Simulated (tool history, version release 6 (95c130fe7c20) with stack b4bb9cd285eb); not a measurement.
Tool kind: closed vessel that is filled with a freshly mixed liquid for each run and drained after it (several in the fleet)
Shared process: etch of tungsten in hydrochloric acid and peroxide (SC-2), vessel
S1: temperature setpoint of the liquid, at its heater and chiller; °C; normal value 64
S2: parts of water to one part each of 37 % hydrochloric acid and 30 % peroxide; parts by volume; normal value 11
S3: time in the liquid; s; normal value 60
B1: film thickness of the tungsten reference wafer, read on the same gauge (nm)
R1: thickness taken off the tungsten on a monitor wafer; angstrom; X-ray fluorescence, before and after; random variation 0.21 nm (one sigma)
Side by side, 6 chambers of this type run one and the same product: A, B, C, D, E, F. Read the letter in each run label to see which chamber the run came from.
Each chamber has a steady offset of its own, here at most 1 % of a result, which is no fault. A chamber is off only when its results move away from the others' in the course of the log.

{"run": "1D", "hour": 7.8, "S1": 64, "S2": 11, "S3": 60, "B1": 90.028, "R1": 226.42}
{"hour": 12.1, "done": "chamber E: chemicals flow meter replaced"}
{"run": "2A", "hour": 13.7, "S1": 64, "S2": 11, "S3": 60, "B1": 89.963, "R1": 229.61}
{"hour": 14.3, "done": "chamber E: new drum of peroxide connected"}
{"run": "3F", "hour": 21.2, "S1": 64, "S2": 11, "S3": 60, "B1": 89.995, "R1": 223.55}
{"run": "4E", "hour": 25.7, "S1": 64, "S2": 11, "S3": 60, "B1": 89.992, "R1": 233.03}
{"run": "5B", "hour": 31.8, "S1": 64, "S2": 11, "S3": 60, "B1": 90.014, "R1": 226.61}
{"run": "6C", "hour": 36.0, "S1": 64, "S2": 11, "S3": 60, "B1": 90.051, "R1": 229.02}
{"run": "7C", "hour": 40.4, "S1": 64, "S2": 11, "S3": 60, "B1": 90.004, "R1": 228.12}
{"run": "8E", "hour": 44.3, "S1": 64, "S2": 11, "S3": 60, "B1": 90.002, "R1": 231.99}
{"run": "9A", "hour": 49.6, "S1": 64, "S2": 11, "S3": 60, "B1": 89.972, "R1": 230.83}
{"run": "10B", "hour": 53.0, "S1": 64, "S2": 11, "S3": 60, "B1": 90.015, "R1": 230.27}
{"run": "11F", "hour": 58.5, "S1": 58.5, "S2": 11, "S3": 80, "B1": 89.987, "R1": 215.07}
{"run": "12D", "hour": 63.0, "S1": 58.5, "S2": 11, "S3": 80, "B1": 89.979, "R1": 214.31}
{"run": "13E", "hour": 68.0, "S1": 58.5, "S2": 11, "S3": 80, "B1": 90.028, "R1": 217.29}
{"run": "14D", "hour": 74.8, "S1": 58.5, "S2": 11, "S3": 80, "B1": 90.019, "R1": 216.77}
{"hour": 78.2, "done": "chamber F: thermometer replaced"}
{"run": "15A", "hour": 80.8, "S1": 58.5, "S2": 11, "S3": 80, "B1": 90.056, "R1": 216.08}
{"run": "16C", "hour": 86.0, "S1": 58.5, "S2": 11, "S3": 80, "B1": 90.023, "R1": 217.29}
{"run": "17F", "hour": 90.5, "S1": 64, "S2": 11, "S3": 60, "B1": 89.997, "R1": 227.22}
{"run": "18B", "hour": 94.3, "S1": 64, "S2": 11, "S3": 60, "B1": 90.073, "R1": 227.37}
{"run": "19A", "hour": 99.3, "S1": 64, "S2": 11, "S3": 60, "B1": 90.019, "R1": 227.88}
{"run": "20C", "hour": 103.2, "S1": 64, "S2": 11, "S3": 60, "B1": 89.99, "R1": 228.35}
{"run": "21E", "hour": 108.7, "S1": 64, "S2": 11, "S3": 60, "B1": 90.026, "R1": 233.16}
{"run": "22F", "hour": 112.8, "S1": 64, "S2": 11, "S3": 60, "B1": 89.998, "R1": 228.36}
{"run": "23B", "hour": 118.4, "S1": 54.5, "S2": 11, "S3": 60, "B1": 90.034, "R1": 126.28}
{"run": "24D", "hour": 123.1, "S1": 54.5, "S2": 11, "S3": 60, "B1": 90, "R1": 125.61}
{"run": "25D", "hour": 130.5, "S1": 54.5, "S2": 11, "S3": 60, "B1": 90.05, "R1": 123.59}
{"run": "26C", "hour": 135.6, "S1": 54.5, "S2": 11, "S3": 60, "B1": 89.95, "R1": 127.92}
{"run": "27E", "hour": 139.3, "S1": 54.5, "S2": 11, "S3": 60, "B1": 89.967, "R1": 128.31}
{"run": "28F", "hour": 147.1, "S1": 54.5, "S2": 11, "S3": 60, "B1": 90.046, "R1": 125.96}
{"run": "29A", "hour": 152.8, "S1": 64, "S2": 11, "S3": 60, "B1": 89.981, "R1": 227.31}
{"run": "30B", "hour": 158.6, "S1": 64, "S2": 11, "S3": 60, "B1": 90.023, "R1": 227.51}
{"run": "31A", "hour": 163.6, "S1": 64, "S2": 11, "S3": 60, "B1": 89.984, "R1": 224.44}
{"run": "32D", "hour": 168.7, "S1": 64, "S2": 11, "S3": 60, "B1": 90.001, "R1": 227.03}
{"run": "33E", "hour": 173.7, "S1": 64, "S2": 11, "S3": 60, "B1": 89.992, "R1": 231.62}
{"run": "34F", "hour": 178.5, "S1": 64, "S2": 11, "S3": 60, "B1": 89.968, "R1": 222.05}
{"run": "35B", "hour": 182.6, "S1": 64, "S2": 11, "S3": 60, "B1": 89.985, "R1": 226.31}
{"hour": 184.3, "done": "chamber A: new drum of peroxide connected"}
{"run": "36C", "hour": 189.3, "S1": 64, "S2": 11, "S3": 60, "B1": 90.006, "R1": 228}
{"run": "37C", "hour": 193.3, "S1": 64, "S2": 11, "S3": 60, "B1": 90.012, "R1": 224.9}
{"run": "38B", "hour": 199.6, "S1": 64, "S2": 11, "S3": 60, "B1": 90.034, "R1": 230.59}
{"run": "39E", "hour": 204.7, "S1": 64, "S2": 11, "S3": 60, "B1": 90.031, "R1": 229.56}
{"run": "40D", "hour": 212.5, "S1": 64, "S2": 11, "S3": 60, "B1": 90.028, "R1": 228.66}
{"run": "41F", "hour": 217.9, "S1": 64, "S2": 11, "S3": 60, "B1": 90.033, "R1": 224.36}
{"run": "42A", "hour": 224.4, "S1": 64, "S2": 6, "S3": 60, "B1": 90.014, "R1": 366.55}
{"run": "43A", "hour": 232.0, "S1": 64, "S2": 6, "S3": 60, "B1": 89.953, "R1": 365.31}

Next, all 6 chambers run the settings below, one line each with question marks for the results. What does each chamber give?
{"run": "44A", "hour": 237.8, "S1": 64, "S2": 11, "S3": 60, "R1": "?"}
{"run": "44B", "hour": 237.8, "S1": 64, "S2": 11, "S3": 60, "R1": "?"}
{"run": "44C", "hour": 237.8, "S1": 64, "S2": 11, "S3": 60, "R1": "?"}
{"run": "44D", "hour": 237.8, "S1": 64, "S2": 11, "S3": 60, "R1": "?"}
{"run": "44E", "hour": 237.8, "S1": 64, "S2": 11, "S3": 60, "R1": "?"}
{"run": "44F", "hour": 237.8, "S1": 64, "S2": 11, "S3": 60, "R1": "?"}

run=44A R1=226.34
run=44B R1=230.32
run=44C R1=228.77
run=44D R1=225.94
run=44E R1=227.8
run=44F R1=223.02
